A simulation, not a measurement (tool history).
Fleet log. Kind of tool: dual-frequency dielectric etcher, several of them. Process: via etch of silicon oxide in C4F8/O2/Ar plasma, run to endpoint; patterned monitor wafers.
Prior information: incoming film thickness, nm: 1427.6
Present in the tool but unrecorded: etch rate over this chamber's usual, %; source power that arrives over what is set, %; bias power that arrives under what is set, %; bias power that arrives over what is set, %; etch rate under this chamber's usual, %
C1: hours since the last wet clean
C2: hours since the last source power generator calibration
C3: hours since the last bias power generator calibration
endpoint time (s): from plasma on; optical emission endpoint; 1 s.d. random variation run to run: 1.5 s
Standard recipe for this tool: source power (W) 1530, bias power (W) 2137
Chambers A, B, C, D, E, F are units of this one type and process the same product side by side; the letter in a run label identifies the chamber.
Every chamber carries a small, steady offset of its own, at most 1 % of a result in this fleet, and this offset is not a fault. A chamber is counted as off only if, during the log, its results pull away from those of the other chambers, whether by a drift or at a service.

run 1D hour=5.2 | source_power_(W)=1530 bias_power_(W)=2137 | C1=366.6 C2=3171.3 C3=1790.2 | endpoint_time_(s)=311.15
run 2A hour=12.3 | source_power_(W)=1530 bias_power_(W)=2137 | C1=195.3 C2=3261.6 C3=1285.3 | endpoint_time_(s)=309.74
run 3B hour=17.2 | source_power_(W)=1530 bias_power_(W)=2137 | C1=261.8 C2=748.4 C3=1183.9 | endpoint_time_(s)=304.34
run 4C hour=21.5 | source_power_(W)=1530 bias_power_(W)=2137 | C1=36.9 C2=2069.4 C3=1019 | endpoint_time_(s)=307.3
run 5E hour=28.8 | source_power_(W)=1530 bias_power_(W)=2137 | C1=633.3 C2=1157.2 C3=816.5 | endpoint_time_(s)=302.81
run 6F hour=32.8 | source_power_(W)=1530 bias_power_(W)=2137 | C1=330.3 C2=862.1 C3=901.1 | endpoint_time_(s)=308.26
run 7E hour=38 | source_power_(W)=1170 bias_power_(W)=1830 | C1=642.5 C2=1166.4 C3=825.7 | endpoint_time_(s)=357.19
run 8D hour=45 | source_power_(W)=1170 bias_power_(W)=1830 | C1=406.4 C2=3211.1 C3=1830 | endpoint_time_(s)=364.34
run 9F hour=52.7 | source_power_(W)=1170 bias_power_(W)=1830 | C1=350.2 C2=882 C3=921 | endpoint_time_(s)=354.48
run 10C hour=57.9 | source_power_(W)=1170 bias_power_(W)=1830 | C1=73.3 C2=2105.8 C3=1055.4 | endpoint_time_(s)=352.29
run 11A hour=65.3 | source_power_(W)=1170 bias_power_(W)=1830 | C1=248.3 C2=3314.6 C3=1338.3 | endpoint_time_(s)=359.36
run 12B hour=73 | source_power_(W)=1170 bias_power_(W)=1830 | C1=317.6 C2=804.2 C3=1239.7 | endpoint_time_(s)=354.01
run 13C hour=78.4 | source_power_(W)=1530 bias_power_(W)=2137 | C1=93.8 C2=2126.3 C3=1075.9 | endpoint_time_(s)=308.02
run 14E hour=83.9 | source_power_(W)=1670 bias_power_(W)=1639 | C1=688.4 C2=1212.3 C3=871.6 | endpoint_time_(s)=320.9
run 15D hour=87.6 | source_power_(W)=1670 bias_power_(W)=1639 | C1=449 C2=3253.7 C3=1872.6 | endpoint_time_(s)=325.53
-- hour=92.7 chamber E: wet clean of the chamber
run 16B hour=94.4 | source_power_(W)=1670 bias_power_(W)=1639 | C1=339 C2=825.6 C3=1261.1 | endpoint_time_(s)=314.76
run 17F hour=101.4 | source_power_(W)=1670 bias_power_(W)=1639 | C1=398.9 C2=930.7 C3=969.7 | endpoint_time_(s)=314.6
run 18A hour=106 | source_power_(W)=1670 bias_power_(W)=1639 | C1=289 C2=3355.3 C3=1379 | endpoint_time_(s)=320.42
run 19E hour=113.2 | source_power_(W)=1670 bias_power_(W)=1639 | C1=20.5 C2=1241.6 C3=900.9 | endpoint_time_(s)=318.96
run 20D hour=117.2 | source_power_(W)=1530 bias_power_(W)=2137 | C1=478.6 C2=3283.3 C3=1902.2 | endpoint_time_(s)=313.55
run 21C hour=120.8 | source_power_(W)=1530 bias_power_(W)=2137 | C1=136.2 C2=2168.7 C3=1118.3 | endpoint_time_(s)=304.68
run 22F hour=125.2 | source_power_(W)=1530 bias_power_(W)=2137 | C1=422.7 C2=954.5 C3=993.5 | endpoint_time_(s)=301.25
run 23B hour=131.4 | source_power_(W)=1530 bias_power_(W)=2137 | C1=376 C2=862.6 C3=1298.1 | endpoint_time_(s)=305.65
run 24A hour=138.9 | source_power_(W)=1790 bias_power_(W)=2137 | C1=321.9 C2=3388.2 C3=1411.9 | endpoint_time_(s)=288.2
run 25C hour=144.5 | source_power_(W)=1790 bias_power_(W)=2137 | C1=159.9 C2=2192.4 C3=1142 | endpoint_time_(s)=285.86
run 26D hour=152 | source_power_(W)=1790 bias_power_(W)=2137 | C1=513.4 C2=3318.1 C3=1937 | endpoint_time_(s)=290.21
run 27F hour=158.9 | source_power_(W)=1790 bias_power_(W)=2137 | C1=456.4 C2=988.2 C3=1027.2 | endpoint_time_(s)=277.43
run 28E hour=164.3 | source_power_(W)=1790 bias_power_(W)=2137 | C1=71.6 C2=1292.7 C3=952 | endpoint_time_(s)=287.3
run 29B hour=169.2 | source_power_(W)=1790 bias_power_(W)=2137 | C1=413.8 C2=900.4 C3=1335.9 | endpoint_time_(s)=285.34
run 30A hour=176.7 | source_power_(W)=1530 bias_power_(W)=2137 | C1=359.7 C2=3426 C3=1449.7 | endpoint_time_(s)=309.24
run 31E hour=184.1 | source_power_(W)=1530 bias_power_(W)=1637 | C1=91.4 C2=1312.5 C3=971.8 | endpoint_time_(s)=333.06
run 32F hour=190.4 | source_power_(W)=1530 bias_power_(W)=1637 | C1=487.9 C2=1019.7 C3=1058.7 | endpoint_time_(s)=318.09
run 33A hour=195.2 | source_power_(W)=1530 bias_power_(W)=1637 | C1=378.2 C2=3444.5 C3=1468.2 | endpoint_time_(s)=333.76
run 34C hour=201.9 | source_power_(W)=1530 bias_power_(W)=1637 | C1=217.3 C2=2249.8 C3=1199.4 | endpoint_time_(s)=330.63
run 35D hour=206.5 | source_power_(W)=1530 bias_power_(W)=1637 | C1=567.9 C2=3372.6 C3=1991.5 | endpoint_time_(s)=333.17
run 36B hour=213.8 | source_power_(W)=1530 bias_power_(W)=1637 | C1=458.4 C2=945 C3=1380.5 | endpoint_time_(s)=330.6

For the next run the whole fleet of 6 chambers uses the same settings. Give each chamber's results:
run 37A hour=219.5 | source_power_(W)=1530 bias_power_(W)=2137 | endpoint_time_(s)=?
run 37B hour=219.5 | source_power_(W)=1530 bias_power_(W)=2137 | endpoint_time_(s)=?
run 37C hour=219.5 | source_power_(W)=1530 bias_power_(W)=2137 | endpoint_time_(s)=?
run 37D hour=219.5 | source_power_(W)=1530 bias_power_(W)=2137 | endpoint_time_(s)=?
run 37E hour=219.5 | source_power_(W)=1530 bias_power_(W)=2137 | endpoint_time_(s)=?
run 37F hour=219.5 | source_power_(W)=1530 bias_power_(W)=2137 | endpoint_time_(s)=?

run=37A endpoint_time_(s)=312.02
run=37B endpoint_time_(s)=306.43
run=37C endpoint_time_(s)=305.87
run=37D endpoint_time_(s)=312.05
run=37E endpoint_time_(s)=307.7
run=37F endpoint_time_(s)=291.53
